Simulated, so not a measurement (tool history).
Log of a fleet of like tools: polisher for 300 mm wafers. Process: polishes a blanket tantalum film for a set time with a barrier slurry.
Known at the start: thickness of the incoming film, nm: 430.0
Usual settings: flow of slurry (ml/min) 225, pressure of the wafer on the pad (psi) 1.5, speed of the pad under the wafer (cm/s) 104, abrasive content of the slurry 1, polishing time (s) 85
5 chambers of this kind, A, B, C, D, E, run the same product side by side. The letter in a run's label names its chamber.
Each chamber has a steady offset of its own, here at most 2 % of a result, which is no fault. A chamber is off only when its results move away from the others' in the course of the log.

run   hour  flow of slurry (ml/min)  pressure of the wafer on the pad (psi)  speed of the pad under the wafer (cm/s)  abrasive content of the slurry  polishing time (s)  wafers polished on this pad  hours since the slurry nozzle was cleaned  hours since the head pressure was calibrated  hours since the slurry blender was calibrated  film removed (angstrom)
 1E    6.7                      225                                     1.5                                      104                               1                  85                          967                                         21                                          1077                                            150                   1128.4
      13.9  -- chamber E: slurry blender recalibrated
 2A   17.2                      225                                     1.5                                      104                               1                  85                          267                                      468.5                                         350.3                                           98.5                   1146.8
 3B   22.8                      225                                     1.5                                      104                               1                  85                          799                                      438.9                                         266.5                                          336.2                   1151.5
 4C   30.4                      225                                     1.5                                      104                               1                  85                          897                                        244                                         986.4                                             43                   1169.8
 5D   35.5                      225                                     1.5                                      104                               1                  85                          380                                      166.4                                         239.5                                          133.8                     1153
 6E   45.1                      225                                     1.5                                      104                               1                  85                         1319                                       59.4                                        1115.4                                           31.2                   1135.7
 7B   53.1                      225                                     1.5                                      104                               1                  85                         1077                                      469.2                                         296.8                                          366.5                   1143.5
 8D   58.4                      225                                     1.5                                      104                               1                  85                          590                                      189.3                                         262.4                                          156.7                   1166.6
      60.3  -- chamber E: worn pad replaced by a new one
      60.4  -- chamber A: worn pad replaced by a new one
 9C     64                      225                                     1.8                                      104                               1                  85                         1206                                      277.6                                          1020                                           76.6                     1404
      68.9  -- chamber C: worn pad replaced by a new one
10A     72                      225                                     1.8                                      104                               1                  85                          106                                      523.3                                         405.1                                          153.3                   1378.1
      72.9  -- chamber D: worn pad replaced by a new one
11C   79.7                      225                                     1.8                                      104                               1                  85                           99                                      293.3                                        1035.7                                           92.3                     1413
      87.1  -- chamber B: worn pad replaced by a new one
12A   88.1                      225                                     1.8                                      104                               1                  85                          254                                      539.4                                         421.2                                          169.4                   1373.5
13D   93.8                      225                                     1.8                                      104                               1                  85                          192                                      224.7                                         297.8                                          192.1                   1382.1
     101.3  -- chamber B: slurry blender recalibrated
14E    105                      225                                     1.5                                      104                               1                  85                          411                                      119.3                                        1175.3                                           91.1                   1135.6
     105.7  -- chamber B: head pressure recalibrated
15B  111.3                      225                                     1.5                                      104                               1                  85                          222                                      527.4                                           5.6                                           10.1                   1142.7
16D  119.8                      225                                     1.5                                      104                               1                  85                          431                                      250.7                                         323.8                                          218.1                   1145.2
17A  125.8                      225                                     1.5                                      104                               1                  85                          600                                      577.1                                         458.9                                          207.1                   1154.8
     130.6  -- chamber A: worn pad replaced by a new one
18E  133.4                      225                                     1.5                                      104                               1                  85                          671                                      147.7                                        1203.7                                          119.5                   1131.3
19B  143.1                      225                                     1.5                                      104                               1                  85                          514                                      559.2                                          37.4                                           41.9                   1139.2
20C  150.4                      225                                     1.5                                      104                               1                  85                          749                                        364                                        1106.4                                            163                   1173.8
     154.4  -- chamber D: slurry blender recalibrated
     155.6  -- chamber D: worn pad replaced by a new one
21E  158.5                      225                                     1.5                                      104                               1                  85                          902                                      172.8                                        1228.8                                          144.6                   1122.6
22D  166.4                      225                                     1.5                                      104                               1                  85                           99                                      297.3                                         370.4                                           12.1                     1160
23C  173.8                      225                                     1.5                                      104                               1                  85                          964                                      387.4                                        1129.8                                          186.4                   1163.9
24A    181                      225                                     1.5                                      104                               1                  85                          463                                      632.3                                         514.1                                          262.3                   1154.6
     183.7  -- chamber C: slurry nozzle cleaned
     185.5  -- chamber B: slurry nozzle cleaned
25B  187.7                      225                                     1.5                                      104                               1                  85                          924                                        2.2                                            82                                           86.5                   1153.2
26B  197.1                      225                                     1.5                                      104                               1                  85                         1010                                       11.6                                          91.4                                           95.9                   1148.3
     200.5  -- chamber E: slurry blender recalibrated
     201.4  -- chamber A: head pressure recalibrated
     203.5  -- chamber A: worn pad replaced by a new one
       206  -- chamber C: head pressure recalibrated
27E  206.5                      225                                     1.5                                      104                               1                  85                         1343                                      220.8                                        1276.8                                            6.1                   1132.5
     206.9  -- chamber C: worn pad replaced by a new one
     207.6  -- chamber B: worn pad replaced by a new one
     211.8  -- chamber E: worn pad replaced by a new one
28D  213.4                      225                                     1.5                                      104                               1                  85                          531                                      344.3                                         417.4                                           59.1                   1156.3
29C  223.8                      225                                     1.5                                      104                               1                  85                          156                                       40.2                                          17.9                                          236.4                   1158.5
     231.1  -- chamber E: head pressure recalibrated
30A  234.9                      225                                     1.5                                      104                               1                  85                          288                                      686.2                                          33.6                                          316.2                   1157.7
31B  246.1                      225                                     1.5                                      104                            0.85                  85                          353                                       60.6                                         140.4                                          144.9                   1101.8
     249.1  -- chamber D: worn pad replaced by a new one
32D  255.8                      225                                     1.5                                      104                            0.85                  85                           61                                      386.7                                         459.8                                          101.5                   1097.2
       257  -- chamber C: slurry blender recalibrated
33E  266.1                      225                                     1.5                                      104                            0.85                  85                          499                                      280.4                                            35                                           65.7                   1066.6
34A    273                      225                                     1.5                                      104                            0.85                  85                          638                                      724.3                                          71.7                                          354.3                   1098.4
35C  279.8                      225                                     1.5                                      104                            0.85                  85                          670                                       96.2                                          73.9                                           22.8                   1118.5
36B  284.7                      225                                     1.5                                      104                               1                  85                          708                                       99.2                                           179                                          183.5                   1146.5
37E  294.6                      225                                     1.5                                      104                               1                  85                          760                                      308.9                                          63.5                                           94.2                   1136.9

What goes on in this fleet: one chamber off, a drifting gauge, or nothing beyond the chambers' own small offsets? Name the chamber and the cause, if any.

No chamber stands off beyond its own small offset, and the gauge holds steady.
